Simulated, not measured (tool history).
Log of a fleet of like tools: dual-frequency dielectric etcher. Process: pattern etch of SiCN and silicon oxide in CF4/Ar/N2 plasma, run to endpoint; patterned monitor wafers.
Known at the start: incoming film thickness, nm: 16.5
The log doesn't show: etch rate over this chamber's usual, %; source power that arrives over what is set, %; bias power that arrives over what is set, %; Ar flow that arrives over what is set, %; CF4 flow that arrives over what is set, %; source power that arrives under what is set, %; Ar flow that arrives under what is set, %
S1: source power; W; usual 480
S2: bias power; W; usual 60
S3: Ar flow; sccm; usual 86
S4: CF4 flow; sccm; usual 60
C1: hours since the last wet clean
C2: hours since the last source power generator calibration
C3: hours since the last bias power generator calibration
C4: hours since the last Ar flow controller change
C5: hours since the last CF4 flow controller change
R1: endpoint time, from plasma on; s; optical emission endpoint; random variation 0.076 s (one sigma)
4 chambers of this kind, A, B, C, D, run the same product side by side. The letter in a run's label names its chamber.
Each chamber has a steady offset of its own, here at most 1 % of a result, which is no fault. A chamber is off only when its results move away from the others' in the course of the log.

run   hour   S1  S2  S3  S4     C1      C2      C3      C4      C5      R1
 1C    9.3  480  60  86  60  259.5   167.2   329.8    2639  2666.4  19.111
      10.2  -- chamber A: source power generator calibrated
 2A   15.4  480  60  86  60  275.7     5.2  2783.9  3878.3    3158   19.48
 3D   25.9  480  60  86  60  180.5  2418.4    3603  3303.2   143.9  18.909
      35.3  -- chamber B: wet clean of the chamber
 4B   37.4  480  60  86  60    2.2  1050.8   813.7    58.5     736  19.237
 5A   47.6  480  60  79  60  307.9    37.4  2816.1  3910.5  3190.2  19.273
 6B   53.8  480  60  79  60   18.6  1067.2   830.1    74.9   752.4  18.853
 7D   65.1  480  60  79  60  219.7  2457.6  3642.2  3342.4   183.1  18.745
 8C   71.7  480  60  79  60  321.9   229.6   392.2  2701.4  2728.8  19.066
 9D   79.2  480  60  86  60  233.8  2471.7  3656.3  3356.5   197.2  18.935
10A   91.8  480  60  86  60  352.1    81.6  2860.3  3954.7  3234.4  19.267
11C  104.4  480  60  86  60  354.6   262.3   424.9  2734.1  2761.5  19.282
12B  114.3  480  60  86  60   79.1  1127.7   890.6   135.4   812.9  19.226
13C    122  480  60  86  60  372.2   279.9   442.5  2751.7  2779.1  19.144
14A  128.2  480  60  86  60  388.5     118  2896.7  3991.1  3270.8  19.328
15D  135.3  480  60  86  60  289.9  2527.8  3712.4  3412.6   253.3  19.142
16B  147.3  480  60  86  60  112.1  1160.7   923.6   168.4   845.9  19.247
17B  153.8  480  60  86  60  118.6  1167.2   930.1   174.9   852.4  19.222
18A  162.1  480  60  86  60  422.4   151.9  2930.6    4025  3304.7  19.149
19C  169.9  480  60  86  60  420.1   327.8   490.4  2799.6    2827   19.22
20D  180.5  480  60  86  60  335.1    2573  3757.6  3457.8   298.5  19.047
21A  186.7  480  60  86  60    447   176.5  2955.2  4049.6  3329.3      19
       199  -- chamber A: bias power generator calibrated
22D  199.5  480  60  86  60  354.1    2592  3776.6  3476.8   317.5  19.197
23B  209.4  480  60  86  60  174.2  1222.8   985.7   230.5     908   19.07
24C  221.8  480  60  86  60    472   379.7   542.3  2851.5  2878.9  19.198
25C  231.8  480  60  86  60    482   389.7   552.3  2861.5  2888.9  19.193
26A  243.3  480  60  86  60  503.6   233.1    44.3  4106.2  3385.9   18.88
27B  254.7  480  60  86  60  219.5  1268.1    1031   275.8   953.3  19.148
28D  261.3  480  60  86  60  415.9  2653.8  3838.4  3538.6   379.3  19.046
29D  268.2  480  60  86  60  422.8  2660.7  3845.3  3545.5   386.2  19.125
30B  278.7  480  60  86  60  243.5  1292.1    1055   299.8   977.3  19.222
     286.1  -- chamber D: wet clean of the chamber
31A  286.4  480  60  86  60  546.7   276.2    87.4  4149.3    3429  18.733
32C  298.2  480  60  86  60  548.4   456.1   618.7  2927.9  2955.3  19.166
33D  307.7  390  60  86  69   21.7  2700.2  3884.8    3585   425.7  22.467
34C  317.4  390  60  86  69  567.6   475.3   637.9  2947.1  2974.5  22.632
35B  329.5  390  60  86  69  294.3  1342.9  1105.8   350.6  1028.1  22.478
36A  337.8  390  60  86  69  598.1   327.6   138.8  4200.7  3480.4  21.759
37D  349.8  480  60  86  60   63.8  2742.3  3926.9  3627.1   467.8  19.079
     354.9  -- chamber C: wet clean of the chamber
38A  358.6  480  60  86  60  618.9   348.4   159.6  4221.5  3501.2  18.701
39B  365.8  480  60  86  60  330.6  1379.2  1142.1   386.9  1064.4  19.147
40C    374  480  51  86  49   19.2   531.9   694.5  3003.7  3031.1  20.938
41A  383.7  480  51  86  49    644   373.5   184.7  4246.6  3526.3  20.068
42B  389.3  480  51  86  49  354.1  1402.7  1165.6   410.4  1087.9  20.957
43C  399.2  480  51  86  49   44.4   557.1   719.7  3028.9  3056.3   20.94
44D  407.8  480  60  86  60  121.8  2800.3  3984.9  3685.1   525.8  19.005

Next, every chamber runs the same settings. What will each give?
45A  417.1  480  60  86  60                       ?
45B  417.1  480  60  86  60                       ?
45C  417.1  480  60  86  60                       ?
45D  417.1  480  60  86  60                       ?

run      R1
45A  18.426
45B   19.16
45C  19.221
45D  19.097
